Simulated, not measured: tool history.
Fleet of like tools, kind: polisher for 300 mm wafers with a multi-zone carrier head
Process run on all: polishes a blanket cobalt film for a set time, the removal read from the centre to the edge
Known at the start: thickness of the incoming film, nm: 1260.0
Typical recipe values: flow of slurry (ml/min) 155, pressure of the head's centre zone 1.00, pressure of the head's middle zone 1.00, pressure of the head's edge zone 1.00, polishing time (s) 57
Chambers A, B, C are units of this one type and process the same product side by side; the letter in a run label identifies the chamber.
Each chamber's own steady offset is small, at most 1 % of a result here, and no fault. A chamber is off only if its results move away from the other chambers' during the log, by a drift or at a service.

| run | day | flow of slurry (ml/min) | pressure of the head's centre zone | pressure of the head's middle zone | pressure of the head's edge zone | polishing time (s) | film removed at the wafer's centre (nm) | film removed at mid-radius (nm) | film removed at the wafer's edge (nm) |
|---|---|---|---|---|---|---|---|---|---|
| 1C | 0.542 | 155 | 1.00 | 1.00 | 1.00 | 57 | 440.33 | 450.56 | 447.40 |
| 2A | 1.129 | 155 | 1.00 | 1.00 | 1.00 | 57 | 444.37 | 448.59 | 437.26 |
|  | 1.308 | chamber A: centre zone pressure recalibrated |
|  | 1.396 | chamber B: worn pad replaced by a new one |
|  | 1.454 | chamber C: worn pad replaced by a new one |
| 3B | 1.683 | 155 | 1.00 | 1.00 | 1.00 | 57 | 443.92 | 447.37 | 445.93 |
| 4A | 2.108 | 155 | 1.00 | 1.00 | 1.00 | 57 | 443.26 | 448.34 | 431.38 |
|  | 2.312 | chamber A: worn pad replaced by a new one |
|  | 2.362 | chamber B: slurry nozzle cleaned |
| 5C | 2.550 | 155 | 1.00 | 1.00 | 1.00 | 57 | 439.58 | 439.59 | 438.37 |
| 6B | 2.988 | 155 | 1.00 | 1.00 | 1.00 | 57 | 445.73 | 448.37 | 443.69 |
| 7B | 3.354 | 155 | 1.00 | 1.00 | 1.00 | 57 | 441.99 | 445.62 | 446.67 |
|  | 3.421 | chamber B: centre zone pressure recalibrated |
| 8A | 3.988 | 175 | 1.09 | 1.00 | 1.00 | 57 | 497.79 | 460.18 | 441.81 |
| 9C | 4.533 | 175 | 1.09 | 1.00 | 1.00 | 57 | 499.72 | 449.15 | 453.02 |
|  | 4.971 | chamber A: worn pad replaced by a new one |
| 10A | 5.154 | 175 | 1.09 | 1.00 | 1.00 | 57 | 502.49 | 449.18 | 450.73 |
|  | 5.362 | chamber C: worn pad replaced by a new one |
| 11B | 5.767 | 155 | 1.00 | 1.00 | 1.00 | 57 | 441.75 | 447.96 | 436.09 |
| 12C | 6.346 | 155 | 1.00 | 1.00 | 1.00 | 57 | 441.00 | 439.11 | 446.77 |
| 13B | 6.646 | 155 | 1.00 | 1.00 | 1.00 | 57 | 436.47 | 447.89 | 432.80 |
|  | 7.129 | chamber C: centre zone pressure recalibrated |
| 14C | 7.258 | 155 | 1.00 | 1.00 | 1.00 | 38 | 292.37 | 292.82 | 300.08 |
|  | 7.304 | chamber B: worn pad replaced by a new one |
|  | 7.546 | chamber A: worn pad replaced by a new one |
| 15A | 7.788 | 155 | 1.00 | 1.00 | 1.00 | 38 | 299.61 | 296.48 | 299.85 |
|  | 7.796 | chamber B: edge zone pressure recalibrated |
| 16A | 8.212 | 155 | 1.00 | 1.00 | 1.00 | 38 | 296.51 | 293.68 | 299.89 |
| 17B | 8.562 | 155 | 1.00 | 1.00 | 1.00 | 57 | 439.30 | 445.00 | 445.83 |
| 18C | 8.979 | 155 | 1.00 | 1.00 | 1.00 | 57 | 427.88 | 432.54 | 446.54 |
|  | 9.188 | chamber C: worn pad replaced by a new one |
| 19B | 9.462 | 155 | 1.00 | 1.00 | 1.00 | 57 | 442.67 | 449.60 | 437.00 |
| 20C | 9.896 | 155 | 1.00 | 1.00 | 1.00 | 57 | 421.15 | 425.56 | 426.79 |
| 21A | 10.371 | 155 | 1.00 | 1.00 | 1.00 | 57 | 437.97 | 438.32 | 438.61 |
|  | 10.454 | chamber A: worn pad replaced by a new one |
| 22B | 10.867 | 155 | 1.00 | 1.00 | 1.00 | 57 | 439.54 | 444.25 | 432.04 |
| 23C | 11.425 | 155 | 1.00 | 1.00 | 1.00 | 57 | 404.50 | 416.19 | 430.48 |
| 24A | 11.862 | 155 | 1.00 | 1.00 | 1.00 | 57 | 445.26 | 448.49 | 453.28 |
| 25A | 12.250 | 155 | 1.00 | 1.00 | 1.00 | 57 | 440.31 | 438.00 | 438.69 |
| 26B | 12.671 | 155 | 1.00 | 1.00 | 1.04 | 57 | 439.77 | 455.23 | 450.49 |

Each of the 3 chambers runs these same settings next. Fill in every chamber's results:
| 27A | 13.171 | 155 | 1.00 | 0.92 | 1.00 | 57 | ? | ? | ? |
| 27B | 13.171 | 155 | 1.00 | 0.92 | 1.00 | 57 | ? | ? | ? |
| 27C | 13.171 | 155 | 1.00 | 0.92 | 1.00 | 57 | ? | ? | ? |

| run | film removed at the wafer's centre (nm) | film removed at mid-radius (nm) | film removed at the wafer's edge (nm) |
|---|---|---|---|
| 27A | 444.13 | 407.85 | 439.48 |
| 27B | 437.61 | 413.75 | 439.24 |
| 27C | 398.74 | 377.35 | 420.70 |
